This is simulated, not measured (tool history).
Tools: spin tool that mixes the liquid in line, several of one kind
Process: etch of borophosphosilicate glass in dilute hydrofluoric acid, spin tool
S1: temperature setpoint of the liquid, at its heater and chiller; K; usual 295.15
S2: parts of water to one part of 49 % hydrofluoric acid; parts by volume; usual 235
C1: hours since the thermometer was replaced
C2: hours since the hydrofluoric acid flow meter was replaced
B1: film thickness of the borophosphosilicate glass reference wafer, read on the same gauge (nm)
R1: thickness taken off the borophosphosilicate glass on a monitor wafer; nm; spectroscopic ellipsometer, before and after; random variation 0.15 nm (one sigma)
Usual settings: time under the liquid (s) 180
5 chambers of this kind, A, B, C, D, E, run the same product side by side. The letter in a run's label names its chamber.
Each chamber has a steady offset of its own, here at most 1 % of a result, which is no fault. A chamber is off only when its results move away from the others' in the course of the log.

{"run": "1A", "hour": 8.9, "S1": 295.15, "S2": 235, "time under the liquid (s)": 180, "C1": 741.1, "C2": 327.7, "B1": 69.998, "R1": 32.167}
{"run": "2C", "hour": 24.0, "S1": 295.15, "S2": 235, "time under the liquid (s)": 180, "C1": 643.2, "C2": 948, "B1": 70.003, "R1": 32.161}
{"run": "3B", "hour": 37.3, "S1": 295.15, "S2": 235, "time under the liquid (s)": 180, "C1": 758.4, "C2": 710.1, "B1": 70.002, "R1": 32.308}
{"run": "4E", "hour": 51.3, "S1": 295.15, "S2": 235, "time under the liquid (s)": 180, "C1": 203.1, "C2": 61.5, "B1": 70.015, "R1": 32.161}
{"hour": 62.7, "done": "chamber B: thermometer replaced"}
{"run": "5D", "hour": 66.6, "S1": 295.15, "S2": 235, "time under the liquid (s)": 180, "C1": 1143.6, "C2": 761.9, "B1": 69.991, "R1": 32.344}
{"run": "6E", "hour": 73.9, "S1": 295.15, "S2": 235, "time under the liquid (s)": 180, "C1": 225.7, "C2": 84.1, "B1": 69.99, "R1": 32.246}
{"run": "7C", "hour": 82.9, "S1": 300.15, "S2": 235, "time under the liquid (s)": 280, "C1": 702.1, "C2": 1006.9, "B1": 70.003, "R1": 59.747}
{"hour": 90.0, "done": "chamber C: hydrofluoric acid flow meter replaced"}
{"run": "8B", "hour": 97.0, "S1": 300.15, "S2": 235, "time under the liquid (s)": 280, "C1": 34.4, "C2": 769.8, "B1": 70.007, "R1": 59.887}
{"run": "9A", "hour": 109.0, "S1": 300.15, "S2": 235, "time under the liquid (s)": 280, "C1": 841.2, "C2": 427.8, "B1": 69.998, "R1": 59.929}
{"run": "10D", "hour": 117.2, "S1": 300.15, "S2": 235, "time under the liquid (s)": 280, "C1": 1194.2, "C2": 812.5, "B1": 70.002, "R1": 59.935}
{"hour": 121.0, "done": "chamber A: hydrofluoric acid flow meter replaced"}
{"run": "11C", "hour": 132.5, "S1": 300.15, "S2": 235, "time under the liquid (s)": 280, "C1": 751.7, "C2": 42.6, "B1": 69.98, "R1": 59.641}
{"run": "12B", "hour": 139.4, "S1": 295.15, "S2": 235, "time under the liquid (s)": 180, "C1": 76.8, "C2": 812.2, "B1": 70.003, "R1": 32.381}
{"run": "13A", "hour": 148.3, "S1": 295.15, "S2": 235, "time under the liquid (s)": 180, "C1": 880.5, "C2": 27.4, "B1": 70.014, "R1": 32.262}
{"run": "14E", "hour": 163.7, "S1": 295.15, "S2": 235, "time under the liquid (s)": 180, "C1": 315.5, "C2": 173.9, "B1": 70, "R1": 32.204}
{"run": "15D", "hour": 171.2, "S1": 295.15, "S2": 235, "time under the liquid (s)": 180, "C1": 1248.2, "C2": 866.5, "B1": 70.002, "R1": 32.401}
{"run": "16E", "hour": 180.7, "S1": 295.15, "S2": 235, "time under the liquid (s)": 180, "C1": 332.5, "C2": 190.9, "B1": 70.004, "R1": 32.495}
{"run": "17D", "hour": 192.1, "S1": 295.15, "S2": 235, "time under the liquid (s)": 180, "C1": 1269.1, "C2": 887.4, "B1": 69.99, "R1": 32.306}
{"run": "18A", "hour": 206.9, "S1": 295.15, "S2": 235, "time under the liquid (s)": 180, "C1": 939.1, "C2": 86, "B1": 70.003, "R1": 32.227}
{"run": "19B", "hour": 215.3, "S1": 298.65, "S2": 235, "time under the liquid (s)": 215, "C1": 152.7, "C2": 888.1, "B1": 70.006, "R1": 43.829}
{"run": "20C", "hour": 222.3, "S1": 298.65, "S2": 235, "time under the liquid (s)": 215, "C1": 841.5, "C2": 132.4, "B1": 69.997, "R1": 43.259}
{"run": "21E", "hour": 230.3, "S1": 298.65, "S2": 235, "time under the liquid (s)": 215, "C1": 382.1, "C2": 240.5, "B1": 70.015, "R1": 43.681}
{"run": "22A", "hour": 237.3, "S1": 298.65, "S2": 235, "time under the liquid (s)": 215, "C1": 969.5, "C2": 116.4, "B1": 70.02, "R1": 43.853}
{"run": "23C", "hour": 249.7, "S1": 298.65, "S2": 235, "time under the liquid (s)": 215, "C1": 868.9, "C2": 159.8, "B1": 69.987, "R1": 43.432}
{"run": "24B", "hour": 261.1, "S1": 295.15, "S2": 235, "time under the liquid (s)": 180, "C1": 198.5, "C2": 933.9, "B1": 70.01, "R1": 32.377}
{"run": "25D", "hour": 273.4, "S1": 295.15, "S2": 145, "time under the liquid (s)": 230, "C1": 1350.4, "C2": 968.7, "B1": 69.984, "R1": 74.289}
{"run": "26D", "hour": 282.6, "S1": 295.15, "S2": 145, "time under the liquid (s)": 230, "C1": 1359.6, "C2": 977.9, "B1": 69.976, "R1": 74.464}
{"run": "27C", "hour": 293.9, "S1": 295.15, "S2": 145, "time under the liquid (s)": 230, "C1": 913.1, "C2": 204, "B1": 70.006, "R1": 73.678}
{"run": "28E", "hour": 306.9, "S1": 295.15, "S2": 145, "time under the liquid (s)": 230, "C1": 458.7, "C2": 317.1, "B1": 69.995, "R1": 72.646}
{"run": "29A", "hour": 316.7, "S1": 295.15, "S2": 145, "time under the liquid (s)": 230, "C1": 1048.9, "C2": 195.8, "B1": 70.009, "R1": 73.32}
{"run": "30B", "hour": 331.9, "S1": 295.15, "S2": 235, "time under the liquid (s)": 180, "C1": 269.3, "C2": 1004.7, "B1": 69.973, "R1": 32.436}
{"run": "31C", "hour": 340.1, "S1": 295.15, "S2": 235, "time under the liquid (s)": 180, "C1": 959.3, "C2": 250.2, "B1": 70, "R1": 32.392}
{"hour": 342.9, "done": "chamber D: thermometer replaced"}
{"run": "32B", "hour": 348.4, "S1": 295.15, "S2": 235, "time under the liquid (s)": 180, "C1": 285.8, "C2": 1021.2, "B1": 70.021, "R1": 32.162}
{"run": "33D", "hour": 361.3, "S1": 295.15, "S2": 235, "time under the liquid (s)": 180, "C1": 18.5, "C2": 1056.6, "B1": 69.972, "R1": 32.621}
{"run": "34A", "hour": 368.1, "S1": 295.15, "S2": 235, "time under the liquid (s)": 180, "C1": 1100.3, "C2": 247.2, "B1": 70.002, "R1": 32.299}
{"run": "35E", "hour": 378.6, "S1": 295.15, "S2": 235, "time under the liquid (s)": 180, "C1": 530.4, "C2": 388.8, "B1": 70.008, "R1": 32.079}
{"run": "36C", "hour": 386.3, "S1": 295.15, "S2": 235, "time under the liquid (s)": 180, "C1": 1005.5, "C2": 296.4, "B1": 69.995, "R1": 32.239}
{"run": "37E", "hour": 398.7, "S1": 295.15, "S2": 235, "time under the liquid (s)": 180, "C1": 550.5, "C2": 408.9, "B1": 70.004, "R1": 31.963}
{"run": "38B", "hour": 413.1, "S1": 295.15, "S2": 235, "time under the liquid (s)": 180, "C1": 350.5, "C2": 1085.9, "B1": 70.01, "R1": 32.04}
{"run": "39A", "hour": 423.4, "S1": 295.15, "S2": 350, "time under the liquid (s)": 180, "C1": 1155.6, "C2": 302.5, "B1": 70.013, "R1": 19.462}
{"run": "40D", "hour": 433.5, "S1": 295.15, "S2": 350, "time under the liquid (s)": 180, "C1": 90.7, "C2": 1128.8, "B1": 69.981, "R1": 19.423}
{"run": "41E", "hour": 446.9, "S1": 295.15, "S2": 350, "time under the liquid (s)": 180, "C1": 598.7, "C2": 457.1, "B1": 69.994, "R1": 19.398}
{"run": "42B", "hour": 461.2, "S1": 295.15, "S2": 350, "time under the liquid (s)": 180, "C1": 398.6, "C2": 1134, "B1": 69.996, "R1": 19.468}
{"run": "43A", "hour": 469.6, "S1": 295.15, "S2": 350, "time under the liquid (s)": 180, "C1": 1201.8, "C2": 348.7, "B1": 70.001, "R1": 19.327}
{"run": "44D", "hour": 482.7, "S1": 295.15, "S2": 235, "time under the liquid (s)": 180, "C1": 139.9, "C2": 1178, "B1": 69.997, "R1": 32.458}

What goes on in this fleet: one chamber off, a drifting gauge, or nothing beyond the chambers' own small offsets? Name the chamber and the cause, if any.

No chamber stands off beyond its own small offset, and the gauge holds steady.
